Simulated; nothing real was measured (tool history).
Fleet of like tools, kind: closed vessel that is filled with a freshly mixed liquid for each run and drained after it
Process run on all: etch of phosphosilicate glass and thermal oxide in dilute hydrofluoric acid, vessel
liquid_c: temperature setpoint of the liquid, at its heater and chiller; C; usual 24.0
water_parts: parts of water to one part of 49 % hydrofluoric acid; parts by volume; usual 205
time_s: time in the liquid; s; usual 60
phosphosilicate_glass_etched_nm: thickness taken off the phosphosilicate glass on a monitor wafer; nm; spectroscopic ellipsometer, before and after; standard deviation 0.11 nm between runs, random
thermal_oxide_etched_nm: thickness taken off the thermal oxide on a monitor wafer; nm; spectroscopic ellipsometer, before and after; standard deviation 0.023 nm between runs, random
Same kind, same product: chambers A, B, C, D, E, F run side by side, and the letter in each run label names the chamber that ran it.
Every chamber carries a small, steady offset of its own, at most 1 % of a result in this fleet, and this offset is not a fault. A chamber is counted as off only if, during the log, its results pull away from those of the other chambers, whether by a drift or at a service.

run,hour,liquid_c,water_parts,time_s,"read-back film thickness of the phosphosilicate glass reference wafer, read on the same gauge (nm)","read-back film thickness of the thermal oxide reference wafer, read on the same gauge (nm)",phosphosilicate_glass_etched_nm,thermal_oxide_etched_nm
1F,8.7,24.0,205,60,29.987,29.986,24.446,1.21490
2E,18.7,24.0,205,60,29.959,29.976,24.481,1.21720
3A,27.4,24.0,205,60,30.018,29.954,24.498,1.24500
4B,36.4,24.0,205,60,29.986,29.998,24.181,1.21450
5C,50.4,26.0,205,30,30.043,30.053,13.083,0.64675
6D,66.1,26.0,205,30,30.010,30.022,13.197,0.63898
7D,77.1,26.0,205,30,29.973,30.004,13.117,0.65537
8A,93.2,26.0,205,30,30.051,29.987,13.103,0.63644
9C,102.2,26.0,205,30,29.983,29.982,13.253,0.66880
10F,113.7,26.0,205,30,29.973,29.990,13.235,0.65064
11B,127.8,24.0,205,60,30.007,29.980,24.061,1.20300
12E,142.6,21.5,110,60,30.053,29.993,45.196,2.36670
13E,155.0,21.5,110,60,29.977,30.067,45.572,2.31790
14D,169.8,21.5,110,60,30.013,30.016,46.006,2.34340
15F,177.7,21.5,110,60,30.040,29.996,45.986,2.31360
16C,186.1,21.5,110,60,30.029,29.949,46.509,2.36210
17B,201.1,21.5,110,60,29.984,30.067,45.900,2.36820
18A,211.7,24.0,205,60,29.952,30.014,24.694,1.15390
19F,220.9,24.0,205,30,29.971,30.015,12.169,0.60221
20E,230.2,24.0,205,30,29.982,30.006,12.216,0.60483
21B,239.2,24.0,205,30,29.983,30.025,12.074,0.63019
22A,248.3,24.0,205,30,29.968,29.997,12.316,0.60761
23C,264.1,24.0,205,30,29.995,30.011,12.070,0.61484
24D,272.0,24.0,205,30,29.972,30.034,12.234,0.59235
# hour 283.9: chamber B: hydrofluoric acid flow meter replaced
25E,288.0,21.5,165,60,30.001,30.012,28.482,1.44320
26A,296.1,21.5,165,60,29.990,29.977,29.045,1.43340
27B,303.3,21.5,165,60,30.021,29.984,28.757,1.41630
28C,317.7,21.5,165,60,30.004,29.987,28.971,1.41650
# hour 330.9: chamber F: thermometer replaced
29D,331.9,21.5,165,60,30.039,30.016,28.794,1.45780
# hour 332.2: chamber C: hydrofluoric acid flow meter replaced
30F,341.1,21.5,165,60,29.979,29.967,28.806,1.41690
# hour 341.8: chamber A: hydrofluoric acid flow meter replaced
31B,353.1,24.0,205,60,29.989,29.970,24.229,1.21550
32C,361.0,24.0,205,60,30.023,30.009,24.504,1.18950
33A,377.4,24.0,205,60,29.999,29.955,24.584,1.19530
34D,394.0,24.0,205,60,30.028,30.009,24.577,1.24510
35E,408.3,24.0,205,60,30.005,29.974,24.454,1.22950
36F,422.6,24.0,205,60,30.001,30.051,24.658,1.21530
37E,432.4,24.0,205,60,30.013,29.978,24.438,1.22710
38F,447.2,24.0,205,60,29.970,29.969,24.565,1.21040
39B,454.7,24.0,205,60,30.023,29.988,24.038,1.23440
40C,466.7,24.0,205,60,29.972,29.955,24.548,1.19940
41D,474.8,24.0,205,60,30.007,29.961,24.116,1.22490
42A,482.0,24.0,205,60,29.996,30.010,24.533,1.16550
43D,494.2,24.0,155,40,30.022,30.006,22.825,1.16760
44C,501.9,24.0,155,40,30.012,29.962,22.850,1.13400

Next, all 6 chambers run the settings below, one line each with question marks for the results. What does each chamber give?
45A,513.8,24.0,205,60,,,?,?
45B,513.8,24.0,205,60,,,?,?
45C,513.8,24.0,205,60,,,?,?
45D,513.8,24.0,205,60,,,?,?
45E,513.8,24.0,205,60,,,?,?
45F,513.8,24.0,205,60,,,?,?

run,phosphosilicate_glass_etched_nm,thermal_oxide_etched_nm
45A,24.406,1.20040
45B,24.267,1.25580
45C,24.240,1.23330
45D,24.474,1.23760
45E,24.379,1.20220
45F,24.442,1.20780
